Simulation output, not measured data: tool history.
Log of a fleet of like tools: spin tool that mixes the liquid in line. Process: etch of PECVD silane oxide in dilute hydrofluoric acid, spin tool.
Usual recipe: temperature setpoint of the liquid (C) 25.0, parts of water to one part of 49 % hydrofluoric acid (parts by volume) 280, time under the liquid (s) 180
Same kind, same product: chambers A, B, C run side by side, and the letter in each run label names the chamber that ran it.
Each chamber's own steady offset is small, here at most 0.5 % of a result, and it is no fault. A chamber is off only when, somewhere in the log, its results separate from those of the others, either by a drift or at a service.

run,hour,temperature setpoint of the liquid (C),parts of water to one part of 49 % hydrofluoric acid (parts by volume),time under the liquid (s),hours since the thermometer was replaced,hours since the hydrofluoric acid flow meter was replaced,"read-back film thickness of the PECVD silane oxide reference wafer, read on the same gauge (nm)",thickness taken off the PECVD silane oxide on a monitor wafer (angstrom)
1A,6.3,25.0,280,180,1298.9,650.4,119.97,127.680
2B,13.3,25.0,280,180,444.5,202.0,120.01,127.710
3C,21.2,25.0,280,180,568.5,194.8,120.02,128.790
4B,31.0,25.0,280,180,462.2,219.7,120.03,127.630
5C,42.0,25.0,280,180,589.3,215.6,120.03,126.850
6A,47.4,25.0,280,180,1340.0,691.5,119.98,128.030
7C,53.0,25.0,280,180,600.3,226.6,120.00,128.320
8A,63.4,25.0,280,180,1356.0,707.5,120.01,127.280
9B,73.8,25.0,145,180,505.0,262.5,119.99,284.810
10C,79.4,25.0,145,180,626.7,253.0,120.01,279.300
11A,88.9,25.0,145,180,1381.5,733.0,119.98,283.300
12B,98.3,25.0,280,180,529.5,287.0,119.99,126.560
13A,107.7,25.0,280,180,1400.3,751.8,120.02,128.840
14B,115.2,25.0,280,180,546.4,303.9,119.98,127.980
15C,122.1,25.0,280,180,669.4,295.7,120.02,127.820
16A,130.8,25.0,280,180,1423.4,774.9,120.04,129.670
17C,141.3,25.0,280,180,688.6,314.9,120.05,127.850
18B,148.8,25.0,280,180,580.0,337.5,120.00,126.880
19A,159.5,25.0,160,180,1452.1,803.6,120.03,256.720
20B,164.4,25.0,160,180,595.6,353.1,120.04,253.090
21C,175.1,25.0,160,180,722.4,348.7,120.03,250.300
22A,183.8,25.0,280,180,1476.4,827.9,120.00,129.740
23C,191.4,25.0,280,180,738.7,365.0,120.02,127.050
24B,197.9,25.0,280,180,629.1,386.6,119.98,126.280
25B,208.9,25.0,280,180,640.1,397.6,119.99,127.270
26C,216.8,25.0,280,180,764.1,390.4,120.01,129.000
27A,222.6,25.0,280,180,1515.2,866.7,119.96,130.430
28B,232.3,25.0,280,180,663.5,421.0,120.00,128.670
29A,237.6,25.0,280,180,1530.2,881.7,120.02,131.210
30C,243.4,25.0,280,180,790.7,417.0,120.00,128.270
31B,251.5,21.5,280,180,682.7,440.2,119.96,110.860
32A,260.2,21.5,280,180,1552.8,904.3,120.00,115.970
33C,267.5,21.5,280,180,814.8,441.1,119.98,112.990
34B,275.0,25.0,280,180,706.2,463.7,119.98,127.990
35C,281.5,25.0,280,180,828.8,455.1,120.01,128.220
36A,289.7,25.0,280,180,1582.3,933.8,120.01,132.790
37B,299.3,25.0,280,140,730.5,488.0,119.95,99.065
38C,306.8,25.0,280,140,854.1,480.4,120.02,100.150
39A,316.3,25.0,280,140,1608.9,960.4,119.98,103.920
40C,325.2,25.0,280,180,872.5,498.8,119.97,128.150
41B,333.2,20.5,280,230,764.4,521.9,119.97,137.540
42A,340.5,20.5,280,230,1633.1,984.6,120.04,144.840
43B,346.2,20.5,280,230,777.4,534.9,120.01,138.810
44C,355.0,25.0,280,180,902.3,528.6,119.97,128.300

Which is it: a chamber that has drifted or been left off by a service, a gauge drift common to all chambers, or only each chamber's usual small offset? If a chamber is off, name it and its likeliest cause.

It is chamber A that slowly wanders off from its peers.
Likeliest cause: liquid hotter than its thermometer reads (K) = 1.48.
Not necessarily distinguishable in this log from: hydrofluoric acid flow above the setpoint (%).

Chamber A could run next with any of the 4 candidate recipes listed below; each alters the usual settings, and their results appear as question marks. Which one brings its results back in line with what the other chambers deliver on the usual settings?
Maximum distance from the other chambers' mean on the usual settings for a result to count as in line: thickness taken off the PECVD silane oxide on a monitor wafer (angstrom) 2.200
45A-1,362.9,25.0,275,185,,,,?
45A-2,362.9,25.0,270,185,,,,?
45A-3,362.9,25.0,290,175,,,,?
45A-4,362.9,25.0,285,175,,,,?

The mean the other chambers reach with the usual settings: thickness taken off the PECVD silane oxide on a monitor wafer (angstrom) 127.640
run,thickness taken off the PECVD silane oxide on a monitor wafer (angstrom)
45A-1,140.410
45A-2,143.730
45A-3,124.110
45A-4,126.910
Change 45A-4 lands the chamber within the allowed miss of the other chambers.
